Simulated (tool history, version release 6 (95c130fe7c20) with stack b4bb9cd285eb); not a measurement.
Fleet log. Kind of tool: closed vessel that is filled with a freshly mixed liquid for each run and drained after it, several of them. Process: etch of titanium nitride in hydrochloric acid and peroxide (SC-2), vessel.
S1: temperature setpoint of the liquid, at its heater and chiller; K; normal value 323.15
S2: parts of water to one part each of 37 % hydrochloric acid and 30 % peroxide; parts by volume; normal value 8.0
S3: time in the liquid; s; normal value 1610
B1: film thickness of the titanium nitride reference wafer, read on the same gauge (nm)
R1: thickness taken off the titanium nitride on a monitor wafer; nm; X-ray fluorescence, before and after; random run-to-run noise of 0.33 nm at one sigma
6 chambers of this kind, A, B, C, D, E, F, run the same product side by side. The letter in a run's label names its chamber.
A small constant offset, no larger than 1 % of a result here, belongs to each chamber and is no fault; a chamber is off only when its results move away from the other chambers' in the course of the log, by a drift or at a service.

| run | day | S1 | S2 | S3 | B1 | R1 |
|---|---|---|---|---|---|---|
| 1E | 0.383 | 323.15 | 8.0 | 1610 | 150.01 | 36.006 |
| 2A | 0.750 | 323.15 | 8.0 | 1610 | 150.00 | 36.061 |
| 3D | 1.008 | 323.15 | 8.0 | 1610 | 149.98 | 36.236 |
| 4F | 1.396 | 323.15 | 8.0 | 1610 | 149.99 | 35.168 |
| 5C | 1.662 | 323.15 | 8.0 | 1610 | 150.02 | 36.834 |
| 6B | 1.996 | 323.15 | 8.0 | 1610 | 149.99 | 36.514 |
|  | 2.254 | chamber D: new drum of peroxide connected |
| 7D | 2.362 | 331.15 | 8.0 | 1610 | 149.98 | 60.752 |
| 8C | 2.646 | 331.15 | 8.0 | 1610 | 150.01 | 61.812 |
| 9A | 3.075 | 331.15 | 8.0 | 1610 | 150.00 | 60.053 |
| 10F | 3.396 | 331.15 | 8.0 | 1610 | 150.04 | 60.406 |
| 11B | 3.596 | 331.15 | 8.0 | 1610 | 149.99 | 61.368 |
| 12E | 3.850 | 331.15 | 8.0 | 1610 | 149.99 | 59.226 |
| 13A | 4.150 | 323.15 | 8.0 | 1610 | 149.98 | 35.491 |
|  | 4.442 | chamber D: thermometer replaced |
| 14F | 4.488 | 323.15 | 8.0 | 1610 | 150.01 | 36.132 |
| 15C | 4.767 | 323.15 | 9.5 | 1935 | 149.98 | 37.459 |
| 16D | 5.033 | 323.15 | 9.5 | 1935 | 150.00 | 37.630 |
| 17B | 5.250 | 323.15 | 9.5 | 1935 | 149.99 | 37.641 |
| 18E | 5.567 | 323.15 | 9.5 | 1935 | 150.01 | 37.589 |
| 19C | 5.771 | 323.15 | 9.5 | 1935 | 150.00 | 38.952 |
|  | 5.938 | chamber D: chemicals flow meter replaced |
| 20F | 6.133 | 323.15 | 9.5 | 1935 | 150.02 | 37.403 |
|  | 6.346 | chamber A: thermometer replaced |
| 21D | 6.371 | 323.15 | 8.0 | 1610 | 150.02 | 36.254 |
| 22A | 6.775 | 323.15 | 8.0 | 1610 | 149.97 | 35.619 |
| 23E | 6.992 | 323.15 | 8.0 | 1610 | 150.02 | 35.640 |
| 24B | 7.204 | 323.15 | 8.0 | 1610 | 149.98 | 36.158 |
| 25E | 7.508 | 323.15 | 8.0 | 1610 | 149.98 | 36.033 |
| 26F | 7.846 | 323.15 | 8.0 | 1610 | 150.01 | 35.671 |
| 27D | 8.075 | 328.15 | 8.0 | 2400 | 149.99 | 74.159 |
| 28C | 8.275 | 328.15 | 8.0 | 2400 | 150.00 | 80.106 |
| 29A | 8.667 | 328.15 | 8.0 | 2400 | 150.00 | 73.598 |
| 30B | 8.888 | 328.15 | 8.0 | 2400 | 150.02 | 76.207 |
| 31C | 9.258 | 328.15 | 8.0 | 2400 | 150.00 | 79.808 |
| 32E | 9.538 | 328.15 | 8.0 | 2400 | 149.98 | 73.031 |
| 33A | 9.883 | 323.15 | 8.0 | 1610 | 150.01 | 36.088 |
| 34B | 10.192 | 323.15 | 8.0 | 1610 | 150.03 | 36.228 |
| 35F | 10.592 | 323.15 | 8.0 | 1610 | 150.00 | 35.537 |
| 36D | 10.825 | 323.15 | 11.0 | 1610 | 149.99 | 27.795 |
| 37A | 11.242 | 323.15 | 11.0 | 1610 | 150.00 | 27.394 |
| 38D | 11.454 | 323.15 | 11.0 | 1610 | 149.98 | 28.121 |
| 39F | 11.708 | 323.15 | 11.0 | 1610 | 150.02 | 27.808 |
| 40B | 11.992 | 323.15 | 11.0 | 1610 | 150.01 | 27.491 |
| 41C | 12.329 | 323.15 | 11.0 | 1610 | 150.00 | 31.183 |
| 42E | 12.750 | 323.15 | 8.0 | 1610 | 150.02 | 35.377 |

One chamber off, gauge drift, or nothing amiss beyond the chambers' own small offsets? If it is a chamber, which one, and what is the likeliest cause?

It is chamber C that slowly wanders off from its peers.
What lies behind it: liquid hotter than its thermometer reads (K) = 1.88.

Here are 4 candidates for chamber C's next run, each the usual settings with a change, their results left as question marks. Which one brings its results back in line with what the others give on the usual settings?
In line here means within this much of the mean the other chambers give on the usual settings: R1 1.200 nm
| 43C-1 | 13.058 | 323.65 | 8.0 | 1665 |  | ? |
| 43C-2 | 13.058 | 324.15 | 8.0 | 1705 |  | ? |
| 43C-3 | 13.058 | 322.65 | 8.0 | 1565 |  | ? |
| 43C-4 | 13.058 | 323.15 | 8.5 | 1460 |  | ? |

On the usual settings, the other chambers give on average: R1 35.899 nm
| run | R1 |
|---|---|
| 43C-1 | 43.818 |
| 43C-2 | 46.397 |
| 43C-3 | 38.509 |
| 43C-4 | 35.413 |
43C-4 brings the chamber back in line.

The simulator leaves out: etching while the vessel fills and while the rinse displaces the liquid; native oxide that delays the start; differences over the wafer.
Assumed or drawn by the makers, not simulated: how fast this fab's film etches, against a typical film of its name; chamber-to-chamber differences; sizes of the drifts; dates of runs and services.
